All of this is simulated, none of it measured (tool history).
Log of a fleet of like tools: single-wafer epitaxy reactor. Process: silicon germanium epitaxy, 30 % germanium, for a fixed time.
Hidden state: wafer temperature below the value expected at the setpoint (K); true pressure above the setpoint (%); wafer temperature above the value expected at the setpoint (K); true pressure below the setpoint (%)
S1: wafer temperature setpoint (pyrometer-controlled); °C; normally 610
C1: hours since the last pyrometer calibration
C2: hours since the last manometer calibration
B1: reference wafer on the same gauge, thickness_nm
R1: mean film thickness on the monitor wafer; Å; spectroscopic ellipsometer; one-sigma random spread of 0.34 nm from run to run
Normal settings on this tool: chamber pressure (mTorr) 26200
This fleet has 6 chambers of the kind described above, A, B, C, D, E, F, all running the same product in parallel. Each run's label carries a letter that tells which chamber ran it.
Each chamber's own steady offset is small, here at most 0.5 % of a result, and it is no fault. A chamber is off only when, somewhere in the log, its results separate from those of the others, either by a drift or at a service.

Run 1A, hour 6.8: usual settings; C1 2084.8; C2 27.9; B1 87.177. Result: R1 787.64 Å.
Run 2E, hour 15.9: usual settings; C1 1783.4; C2 255.9; B1 87.207. Result: R1 786.16 Å.
Run 3B, hour 27.7: usual settings; C1 872.6; C2 170.3; B1 87.17. Result: R1 792.77 Å.
Run 4C, hour 33.8: usual settings; C1 628.5; C2 304.7; B1 87.279. Result: R1 793.16 Å.
Run 5F, hour 41.8: usual settings; C1 1571.4; C2 317.5; B1 87.187. Result: R1 786.65 Å.
Run 6D, hour 51.5: usual settings; C1 2142.8; C2 1036.5; B1 87.189. Result: R1 783.13 Å.
Run 7D, hour 62.2: usual settings; C1 2153.5; C2 1047.2; B1 87.258. Result: R1 783.95 Å.
Run 8B, hour 69.8: usual settings; C1 914.7; C2 212.4; B1 87.032. Result: R1 790.61 Å.
Run 9C, hour 76.3: usual settings; C1 671; C2 347.2; B1 87.188. Result: R1 787.77 Å.
Run 10F, hour 86.5: usual settings; C1 1616.1; C2 362.2; B1 87.186. Result: R1 792.58 Å.
Run 11A, hour 93.7: usual settings but chamber pressure (mTorr) 22000; C1 2171.7; C2 114.8; B1 87.155. Result: R1 730.63 Å.
Run 12E, hour 100.2: usual settings but chamber pressure (mTorr) 22000; C1 1867.7; C2 340.2; B1 87.226. Result: R1 733.2 Å.
Run 13F, hour 110: usual settings but chamber pressure (mTorr) 22000; C1 1639.6; C2 385.7; B1 87.195. Result: R1 737.61 Å.
Run 14C, hour 117.5: usual settings but chamber pressure (mTorr) 22000; C1 712.2; C2 388.4; B1 87.149. Result: R1 739.01 Å.
Run 15D, hour 123.6: usual settings but chamber pressure (mTorr) 22000; C1 2214.9; C2 1108.6; B1 87.196. Result: R1 726.51 Å.
Run 16E, hour 129.4: usual settings but chamber pressure (mTorr) 22000; C1 1896.9; C2 369.4; B1 87.055. Result: R1 732.03 Å.
Run 17A, hour 134.5: usual settings; C1 2212.5; C2 155.6; B1 87.191. Result: R1 780.58 Å.
Run 18B, hour 142.8: usual settings but S1 599 °C, chamber pressure (mTorr) 31500; C1 987.7; C2 285.4; B1 87.255. Result: R1 693.33 Å.
Run 19F, hour 148.9: usual settings but S1 599 °C, chamber pressure (mTorr) 31500; C1 1678.5; C2 424.6; B1 87.114. Result: R1 695.8 Å.
Run 20A, hour 159.8: usual settings but S1 599 °C, chamber pressure (mTorr) 31500; C1 2237.8; C2 180.9; B1 87.184. Result: R1 693.92 Å.
Run 21D, hour 165.1: usual settings but S1 599 °C, chamber pressure (mTorr) 31500; C1 2256.4; C2 1150.1; B1 87.209. Result: R1 695.6 Å.
Run 22C, hour 171.5: usual settings but S1 599 °C, chamber pressure (mTorr) 31500; C1 766.2; C2 442.4; B1 87.358. Result: R1 694.96 Å.
Run 23E, hour 183.3: usual settings but S1 599 °C, chamber pressure (mTorr) 31500; C1 1950.8; C2 423.3; B1 87.143. Result: R1 691.8 Å.
Run 24B, hour 192.6: usual settings; C1 1037.5; C2 335.2; B1 87.133. Result: R1 801.17 Å.
Run 25A, hour 197.9: usual settings but S1 624 °C; C1 2275.9; C2 219; B1 87.169. Result: R1 996.34 Å.
Run 26B, hour 207.5: usual settings but S1 624 °C; C1 1052.4; C2 350.1; B1 87.233. Result: R1 1023.1 Å.
Run 27E, hour 218.4: usual settings but S1 624 °C; C1 1985.9; C2 458.4; B1 87.2. Result: R1 1003.3 Å.
Run 28C, hour 224.7: usual settings but S1 624 °C; C1 819.4; C2 495.6; B1 87.167. Result: R1 1007 Å.
Run 29F, hour 235.8: usual settings but S1 624 °C; C1 1765.4; C2 511.5; B1 87.161. Result: R1 1005.9 Å.
Run 30D, hour 247.2: usual settings but S1 624 °C; C1 2338.5; C2 1232.2; B1 87.174. Result: R1 999.36 Å.
Run 31D, hour 257.2: usual settings; C1 2348.5; C2 1242.2; B1 87.152. Result: R1 784.09 Å.
Run 32C, hour 267.8: usual settings; C1 862.5; C2 538.7; B1 87.172. Result: R1 790.57 Å.
Run 33F, hour 278.8: usual settings; C1 1808.4; C2 554.5; B1 87.266. Result: R1 787.68 Å.
Run 34E, hour 290.5: usual settings but S1 623 °C, chamber pressure (mTorr) 31900; C1 2058; C2 530.5; B1 87.264. Result: R1 1058.4 Å.
Run 35B, hour 298.7: usual settings but S1 623 °C, chamber pressure (mTorr) 31900; C1 1143.6; C2 441.3; B1 87.147. Result: R1 1097.2 Å.
Run 36A, hour 310.5: usual settings but S1 623 °C, chamber pressure (mTorr) 31900; C1 2388.5; C2 331.6; B1 87.136. Result: R1 1069.9 Å.
Run 37E, hour 318.4: usual settings but S1 623 °C, chamber pressure (mTorr) 31900; C1 2085.9; C2 558.4; B1 87.272. Result: R1 1067.6 Å.
Run 38D, hour 324.8: usual settings but S1 623 °C, chamber pressure (mTorr) 31900; C1 2416.1; C2 1309.8; B1 87.168. Result: R1 1073.8 Å.
Run 39B, hour 332.1: usual settings but S1 623 °C, chamber pressure (mTorr) 31900; C1 1177; C2 474.7; B1 87.136. Result: R1 1103.5 Å.
Run 40F, hour 340.4: usual settings; C1 1870; C2 616.1; B1 87.142. Result: R1 789.5 Å.
Run 41A, hour 351.2: usual settings; C1 2429.2; C2 372.3; B1 87.258. Result: R1 781.37 Å.
Run 42C, hour 362.3: usual settings; C1 957; C2 633.2; B1 87.206. Result: R1 787.23 Å.
Run 43C, hour 374: usual settings; C1 968.7; C2 644.9; B1 87.231. Result: R1 791.13 Å.
Run 44F, hour 382.5: usual settings; C1 1912.1; C2 658.2; B1 87.243. Result: R1 790.94 Å.

Decide between three cases: one chamber stands off from its peers, the gauge reading all wafers drifts, or nothing is wrong past each chamber's small offset. Where a chamber is off, say which and what most likely put it there.

Little by little, chamber B moves away from the other chambers.
Likeliest cause: wafer temperature above the value expected at the setpoint (K) = 2.09.
With only this log, it may be confused with: true pressure above the setpoint (%).

Chamber B could run next with any of the 4 candidate recipes listed below; each alters the usual settings, and their results appear as question marks. Which one brings its results back in line with what the other chambers deliver on the usual settings?
In-line tolerance around the mean of the other chambers on the usual settings: R1 12 Å
Run 45B-1, hour 390.9: usual settings but S1 609 °C. Result: R1 ?.
Run 45B-2, hour 390.9: usual settings but S1 611 °C, chamber pressure (mTorr) 26300. Result: R1 ?.
Run 45B-3, hour 390.9: usual settings but S1 612 °C, chamber pressure (mTorr) 26500. Result: R1 ?.
Run 45B-4, hour 390.9: usual settings but S1 608 °C, chamber pressure (mTorr) 25900. Result: R1 ?.

The other chambers' mean on the usual settings: R1 785.62 Å
  run      R1
45B-1  804.96
45B-2  835.35
45B-3  852.83
45B-4  787.13
45B-4 is the one that brings the chamber's results back in line with the other chambers.
